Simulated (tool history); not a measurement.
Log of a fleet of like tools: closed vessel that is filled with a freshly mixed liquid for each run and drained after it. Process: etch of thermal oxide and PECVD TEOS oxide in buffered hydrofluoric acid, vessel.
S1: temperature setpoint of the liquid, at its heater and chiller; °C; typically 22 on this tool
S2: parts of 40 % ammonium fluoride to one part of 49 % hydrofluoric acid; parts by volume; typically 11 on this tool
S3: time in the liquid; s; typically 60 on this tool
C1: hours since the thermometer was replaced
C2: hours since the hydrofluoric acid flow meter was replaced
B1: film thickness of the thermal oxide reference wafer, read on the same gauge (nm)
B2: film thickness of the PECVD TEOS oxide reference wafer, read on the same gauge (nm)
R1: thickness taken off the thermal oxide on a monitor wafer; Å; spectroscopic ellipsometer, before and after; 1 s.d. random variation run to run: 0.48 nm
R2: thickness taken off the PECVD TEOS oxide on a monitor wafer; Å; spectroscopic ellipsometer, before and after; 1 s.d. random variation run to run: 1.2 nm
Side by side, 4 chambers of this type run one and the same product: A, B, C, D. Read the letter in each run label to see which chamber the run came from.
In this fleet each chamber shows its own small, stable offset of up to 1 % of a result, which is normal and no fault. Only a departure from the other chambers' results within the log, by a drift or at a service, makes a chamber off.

run 1D hour=5.4 | S1=22 S2=11 S3=60 | C1=847.3 C2=228.4 | B1=69.998 B2=100.02 | R1=567.91 R2=1223.7
run 2B hour=13.8 | S1=22 S2=11 S3=60 | C1=882 C2=138.4 | B1=69.957 B2=99.979 | R1=573.36 R2=1224.4
run 3A hour=18.3 | S1=22 S2=11 S3=60 | C1=1450.6 C2=1568 | B1=70.005 B2=99.988 | R1=578.85 R2=1222.9
run 4C hour=22.9 | S1=22 S2=11 S3=60 | C1=270.9 C2=378.7 | B1=69.985 B2=99.985 | R1=587.92 R2=1224
run 5D hour=28.4 | S1=22 S2=11 S3=60 | C1=870.3 C2=251.4 | B1=70.012 B2=99.967 | R1=575.55 R2=1211.5
run 6C hour=35.6 | S1=22 S2=11 S3=60 | C1=283.6 C2=391.4 | B1=69.978 B2=99.984 | R1=572.87 R2=1207.6
run 7A hour=44.1 | S1=22 S2=11 S3=60 | C1=1476.4 C2=1593.8 | B1=70.02 B2=99.983 | R1=574.9 R2=1213.8
run 8B hour=51.7 | S1=22 S2=15 S3=60 | C1=919.9 C2=176.3 | B1=70.047 B2=99.988 | R1=424.28 R2=919.1
run 9A hour=55.9 | S1=22 S2=15 S3=60 | C1=1488.2 C2=1605.6 | B1=69.998 B2=99.977 | R1=422.46 R2=907.02
run 10C hour=64.2 | S1=22 S2=15 S3=60 | C1=312.2 C2=420 | B1=69.995 B2=99.962 | R1=429.06 R2=908.55
run 11B hour=68.1 | S1=22 S2=15 S3=60 | C1=936.3 C2=192.7 | B1=70.01 B2=99.985 | R1=421.73 R2=899.24
run 12D hour=74.4 | S1=22 S2=9 S3=60 | C1=916.3 C2=297.4 | B1=70.04 B2=99.952 | R1=667.92 R2=1419
run 13B hour=81.1 | S1=22 S2=9 S3=60 | C1=949.3 C2=205.7 | B1=70.016 B2=99.986 | R1=673.22 R2=1450.5
run 14A hour=89.8 | S1=22 S2=9 S3=60 | C1=1522.1 C2=1639.5 | B1=69.968 B2=100.04 | R1=680.11 R2=1412.2
run 15C hour=97.9 | S1=22 S2=9 S3=60 | C1=345.9 C2=453.7 | B1=69.986 B2=99.987 | R1=686.3 R2=1397.2
run 16D hour=103.9 | S1=22 S2=11 S3=60 | C1=945.8 C2=326.9 | B1=69.992 B2=99.952 | R1=572.89 R2=1215.2
run 17B hour=108.5 | S1=22 S2=11 S3=60 | C1=976.7 C2=233.1 | B1=69.981 B2=100 | R1=570.98 R2=1221.1
run 18A hour=112.6 | S1=22 S2=11 S3=85 | C1=1544.9 C2=1662.3 | B1=70.011 B2=100.01 | R1=817.64 R2=1722.8
run 19C hour=120.1 | S1=22 S2=11 S3=85 | C1=368.1 C2=475.9 | B1=69.988 B2=100.02 | R1=818.99 R2=1720.5
run 20D hour=125 | S1=22 S2=11 S3=85 | C1=966.9 C2=348 | B1=70.013 B2=99.982 | R1=804.14 R2=1694.5
run 21C hour=130.7 | S1=22 S2=11 S3=85 | C1=378.7 C2=486.5 | B1=69.984 B2=100.04 | R1=817.07 R2=1733.8
-- hour=132.1 chamber B: thermometer replaced
run 22A hour=138.2 | S1=22 S2=11 S3=60 | C1=1570.5 C2=1687.9 | B1=69.961 B2=99.999 | R1=570.48 R2=1217
run 23B hour=143.3 | S1=22 S2=11 S3=60 | C1=11.2 C2=267.9 | B1=70.042 B2=99.943 | R1=581.86 R2=1225.9
run 24D hour=151.1 | S1=22 S2=11 S3=60 | C1=993 C2=374.1 | B1=69.977 B2=100.04 | R1=572.03 R2=1239.5
run 25B hour=158.3 | S1=22 S2=11 S3=60 | C1=26.2 C2=282.9 | B1=70.028 B2=99.956 | R1=567.54 R2=1209
run 26D hour=166 | S1=22 S2=11 S3=60 | C1=1007.9 C2=389 | B1=70.039 B2=100.04 | R1=568.08 R2=1215.3
run 27C hour=170.3 | S1=22 S2=11 S3=60 | C1=418.3 C2=526.1 | B1=69.948 B2=99.986 | R1=578.28 R2=1193.3
run 28A hour=175.6 | S1=22 S2=11 S3=60 | C1=1607.9 C2=1725.3 | B1=69.974 B2=99.975 | R1=576.1 R2=1216.3
run 29B hour=183.2 | S1=22 S2=11 S3=60 | C1=51.1 C2=307.8 | B1=70.049 B2=99.969 | R1=579.08 R2=1212.6
run 30C hour=190 | S1=22 S2=11 S3=60 | C1=438 C2=545.8 | B1=69.969 B2=99.994 | R1=576.61 R2=1209.1
run 31A hour=196 | S1=22 S2=11 S3=60 | C1=1628.3 C2=1745.7 | B1=69.972 B2=100.03 | R1=572.99 R2=1208.2
run 32D hour=204.4 | S1=22 S2=11 S3=60 | C1=1046.3 C2=427.4 | B1=70.023 B2=99.988 | R1=579.16 R2=1214.2
run 33A hour=211.8 | S1=22 S2=11 S3=60 | C1=1644.1 C2=1761.5 | B1=70.01 B2=99.978 | R1=583.77 R2=1234.9
run 34B hour=217.9 | S1=22 S2=11 S3=60 | C1=85.8 C2=342.5 | B1=70.06 B2=99.999 | R1=571.77 R2=1222.1
run 35C hour=226.6 | S1=22 S2=11 S3=60 | C1=474.6 C2=582.4 | B1=70.011 B2=100.03 | R1=582.07 R2=1234.5
run 36D hour=232.4 | S1=22 S2=11 S3=60 | C1=1074.3 C2=455.4 | B1=69.981 B2=99.974 | R1=567.39 R2=1213.8
run 37B hour=239.7 | S1=22 S2=11 S3=60 | C1=107.6 C2=364.3 | B1=70 B2=99.964 | R1=571.84 R2=1226.2
run 38C hour=245.7 | S1=22 S2=11 S3=60 | C1=493.7 C2=601.5 | B1=70.003 B2=99.996 | R1=587.1 R2=1220.2

One chamber off, gauge drift, or nothing amiss beyond the chambers' own small offsets? If it is a chamber, which one, and what is the likeliest cause?

No chamber is off and the gauge is stable; the differences are just each chamber's small, constant offset.
